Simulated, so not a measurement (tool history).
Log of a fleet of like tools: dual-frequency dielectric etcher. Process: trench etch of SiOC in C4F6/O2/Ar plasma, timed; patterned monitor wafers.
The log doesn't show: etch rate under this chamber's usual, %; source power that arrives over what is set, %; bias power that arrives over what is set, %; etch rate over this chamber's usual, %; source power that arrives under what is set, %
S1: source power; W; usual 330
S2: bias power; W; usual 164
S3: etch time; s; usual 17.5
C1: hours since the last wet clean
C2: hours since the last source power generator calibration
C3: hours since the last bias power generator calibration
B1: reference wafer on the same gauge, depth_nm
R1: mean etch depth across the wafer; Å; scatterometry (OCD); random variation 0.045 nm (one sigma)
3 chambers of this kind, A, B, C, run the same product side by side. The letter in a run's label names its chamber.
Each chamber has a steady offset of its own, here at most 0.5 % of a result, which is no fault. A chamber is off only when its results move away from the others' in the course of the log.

run,hour,S1,S2,S3,C1,C2,C3,B1,R1
1C,7.2,330,164,17.5,320.2,3900.6,2952.5,34.805,325.77
2B,15.6,330,164,17.5,476.2,3139.6,1004.8,34.814,327.59
3A,24.9,330,164,17.5,444.7,125.6,1114.3,34.816,328.59
# hour 26.2: chamber C: wet clean of the chamber
4C,35.3,330,164,17.5,9.2,3928.7,2980.6,34.805,326.03
5B,43.9,330,164,17.5,504.5,3167.9,1033.1,34.823,327.72
6A,53.7,330,164,17.5,473.5,154.4,1143.1,34.824,328.71
7A,60.3,330,164,17.5,480.1,161,1149.7,34.831,328.68
8B,71.7,330,164,17.5,532.3,3195.7,1060.9,34.832,327.82
9C,85.6,330,164,17.5,59.5,3979,3030.9,34.851,326.62
10A,97.8,330,164,17.5,517.6,198.5,1187.2,34.857,329.48
# hour 103.7: chamber B: wet clean of the chamber
11C,112.9,330,164,17.5,86.8,4006.3,3058.2,34.868,327.09
12B,121,370,164,17.5,17.3,3245,1110.2,34.879,342.67
13C,129,370,164,17.5,102.9,4022.4,3074.3,34.866,341.23
# hour 131.6: chamber A: wet clean of the chamber
14A,135.5,370,164,17.5,4,236.2,1224.9,34.883,344.81
15B,147.4,330,164,17.5,43.7,3271.4,1136.6,34.898,329.2
16A,159.6,330,164,17.5,28.1,260.3,1249,34.9,329.3
17C,173.6,330,164,17.5,147.5,4067,3118.9,34.89,327.17
18B,181.3,330,164,17.5,77.6,3305.3,1170.5,34.907,329.45
19A,195.3,330,164,17.5,63.8,296,1284.7,34.922,329.93
# hour 203.5: chamber C: source power generator calibrated
20C,209.7,290,164,22,183.6,6.3,3155,34.92,392.28
21B,220.3,290,164,22,116.6,3344.3,1209.5,34.919,393.82
22A,233.9,290,164,22,102.4,334.6,1323.3,34.946,395.65
23B,243.9,330,164,17.5,140.2,3367.9,1233.1,34.942,329.37
24C,255.6,330,164,17.5,229.5,52.2,3200.9,34.962,328.36
25B,267.7,370,148,17.5,164,3391.7,1256.9,34.959,332.69
26A,275.4,370,148,17.5,143.9,376.1,1364.8,34.978,334.16
27C,289.1,370,148,17.5,263,85.7,3234.4,34.962,332.79
28A,298.8,330,164,17.5,167.3,399.5,1388.2,34.974,329.72
29B,310.4,330,181,17.5,206.7,3434.4,1299.6,34.983,340.2
30C,320.4,330,181,17.5,294.3,117,3265.7,34.993,339.21
31A,329.8,330,181,17.5,198.3,430.5,1419.2,34.997,341.39

Is one chamber off against the others, does the gauge drift, or is nothing wrong? If a chamber is off, say which, and what the likeliest cause is.

The gauge drifts, so all chambers seem to drift together. No chamber is off.
Cause: gauge reads high (%) = 0.574.

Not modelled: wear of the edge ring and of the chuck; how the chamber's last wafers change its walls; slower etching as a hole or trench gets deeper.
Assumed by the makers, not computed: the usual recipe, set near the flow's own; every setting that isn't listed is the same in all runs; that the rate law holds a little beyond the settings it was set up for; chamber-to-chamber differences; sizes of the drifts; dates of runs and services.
